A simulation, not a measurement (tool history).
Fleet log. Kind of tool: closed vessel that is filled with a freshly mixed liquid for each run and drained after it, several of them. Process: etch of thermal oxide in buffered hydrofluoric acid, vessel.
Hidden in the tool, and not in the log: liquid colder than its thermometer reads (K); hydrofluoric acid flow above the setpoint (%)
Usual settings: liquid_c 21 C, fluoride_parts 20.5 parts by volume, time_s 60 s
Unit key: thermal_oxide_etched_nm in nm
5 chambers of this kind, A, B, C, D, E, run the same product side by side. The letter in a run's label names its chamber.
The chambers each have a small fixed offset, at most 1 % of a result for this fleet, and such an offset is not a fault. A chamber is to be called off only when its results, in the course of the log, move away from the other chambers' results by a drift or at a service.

run,day,liquid_c,fluoride_parts,time_s,hours since the thermometer was replaced,hours since the hydrofluoric acid flow meter was replaced,"read-back film thickness of the thermal oxide reference wafer, read on the same gauge (nm)",thermal_oxide_etched_nm
1E,0.375,21,20.5,60,659.8,1887,110,30.404
# day 0.696: chamber B: hydrofluoric acid flow meter replaced
2D,0.767,21,20.5,60,880,1134.5,110.01,30.3
3B,1,21,20.5,60,1288,7.3,110,30.494
4C,1.358,21,20.5,60,188.7,1492.5,110,30.708
5A,1.796,21,20.5,60,1736.9,1355.7,109.98,30.248
6C,2.238,21,23.5,30,209.8,1513.6,110.01,13.673
7A,2.475,21,23.5,30,1753.2,1372,109.97,13.894
8D,2.717,21,23.5,30,926.8,1181.3,110,13.877
9B,3.025,21,23.5,30,1336.6,55.9,109.99,13.718
10E,3.383,21,23.5,30,732,1959.2,109.99,13.998
11A,3.8,17,20.5,40,1785,1403.8,109.98,15.825
12B,4.158,17,20.5,40,1363.8,83.1,110.01,15.875
13C,4.642,17,20.5,40,267.5,1571.3,110.03,16.117
14D,5.058,17,20.5,40,983,1237.5,110.03,16.203
15E,5.504,17,20.5,40,782.9,2010.1,110.03,16
16C,5.8,21,20.5,60,295.3,1599.1,109.98,30.404
17B,6.029,21,20.5,60,1408.7,128,109.99,29.816
# day 6.358: chamber C: hydrofluoric acid flow meter replaced
18A,6.433,21,20.5,60,1848.2,1467,109.98,30.368
# day 6.454: chamber B: thermometer replaced
19D,6.917,21,13,60,1027.6,1282.1,109.98,46.374
20E,7.354,21,13,60,827.3,2054.5,110.01,45.694
21B,7.688,21,13,60,29.6,167.8,109.97,47.248
22D,8.062,21,13,60,1055.1,1309.6,109.97,46.661
23A,8.3,21,13,60,1893,1511.8,110.03,47.762
24E,8.729,21,20.5,60,860.3,2087.5,110,29.045
25C,9.021,21,20.5,60,372.6,64,109.98,30.851
26B,9.496,21,20.5,60,73,211.2,110.01,30.194
27D,9.938,25.5,20.5,60,1100.1,1354.6,109.96,39.013
28E,10.429,25.5,20.5,60,901.1,2128.3,109.99,37.197
29C,10.762,25.5,20.5,60,414.4,105.8,109.99,38.997
30A,11.117,25.5,20.5,60,1960.6,1579.4,110.01,38.842

Next, all 5 chambers run the settings below, one line each with question marks for the results. What does each chamber give?
31A,11.483,23,20.5,60,,,,?
31B,11.483,23,20.5,60,,,,?
31C,11.483,23,20.5,60,,,,?
31D,11.483,23,20.5,60,,,,?
31E,11.483,23,20.5,60,,,,?

run,thermal_oxide_etched_nm
31A,33.754
31B,34.122
31C,34.094
31D,33.931
31E,31.843
